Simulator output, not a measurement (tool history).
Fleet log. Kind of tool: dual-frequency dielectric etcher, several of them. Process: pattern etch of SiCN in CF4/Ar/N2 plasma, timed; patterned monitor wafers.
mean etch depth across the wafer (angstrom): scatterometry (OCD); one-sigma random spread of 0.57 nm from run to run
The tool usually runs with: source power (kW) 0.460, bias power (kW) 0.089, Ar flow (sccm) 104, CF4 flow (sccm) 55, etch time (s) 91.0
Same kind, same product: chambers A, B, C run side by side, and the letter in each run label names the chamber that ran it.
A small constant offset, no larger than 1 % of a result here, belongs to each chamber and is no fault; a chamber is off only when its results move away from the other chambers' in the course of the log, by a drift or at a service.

run,hour,source power (kW),bias power (kW),Ar flow (sccm),CF4 flow (sccm),etch time (s),"read-back reference wafer on the same gauge, depth_nm",mean etch depth across the wafer (angstrom)
1A,2.6,0.460,0.089,104,55,91.0,76.799,826.90
2B,6.6,0.460,0.089,104,55,91.0,76.789,816.28
# hour 9.1: chamber A: CF4 flow controller replaced
3C,10.4,0.460,0.089,104,55,91.0,76.748,833.03
4A,13.9,0.460,0.089,104,55,91.0,76.674,825.50
5B,17.0,0.460,0.089,104,55,91.0,76.651,811.71
6C,19.5,0.460,0.089,104,55,91.0,76.768,824.40
# hour 21.9: chamber A: wet clean of the chamber
7C,22.1,0.460,0.089,115,55,91.0,76.920,823.40
8A,26.5,0.460,0.089,115,55,91.0,76.783,820.82
# hour 28.9: chamber B: wet clean of the chamber
9B,29.2,0.460,0.089,115,55,91.0,76.845,803.66
10A,31.7,0.460,0.089,104,55,91.0,76.818,826.12
11B,35.6,0.460,0.089,104,55,91.0,76.909,820.90
12C,40.3,0.460,0.089,104,55,91.0,76.718,841.15
# hour 41.4: chamber A: source power generator calibrated
13A,44.2,0.460,0.089,104,55,91.0,76.937,798.64
14B,47.1,0.460,0.089,104,55,91.0,76.896,823.01
15C,51.1,0.460,0.089,104,55,91.0,76.802,834.14
16A,55.7,0.460,0.089,104,55,91.0,76.771,792.39
17C,60.4,0.460,0.089,104,55,91.0,76.761,829.91
18B,62.7,0.460,0.089,104,55,91.0,76.764,812.19
19B,65.0,0.460,0.089,104,55,91.0,76.868,824.84
20C,69.1,0.460,0.089,104,55,91.0,76.869,831.55
21A,73.0,0.460,0.089,118,55,102.5,76.879,896.48
22A,76.9,0.460,0.089,118,55,102.5,76.819,886.42
23B,80.5,0.460,0.089,118,55,102.5,76.856,913.00
24C,85.1,0.460,0.089,104,55,91.0,76.814,826.94
25C,87.9,0.460,0.089,104,55,91.0,76.901,820.60
26A,90.2,0.500,0.089,104,55,67.5,76.865,636.99
27B,92.8,0.500,0.089,104,55,67.5,76.975,653.60

The same settings go to every chamber for the next run, one line per chamber below. Forecast the results for each:
28A,96.2,0.460,0.089,104,55,108.0,,?
28B,96.2,0.460,0.089,104,55,108.0,,?
28C,96.2,0.460,0.089,104,55,108.0,,?

run,mean etch depth across the wafer (angstrom)
28A,949.15
28B,978.02
28C,990.10
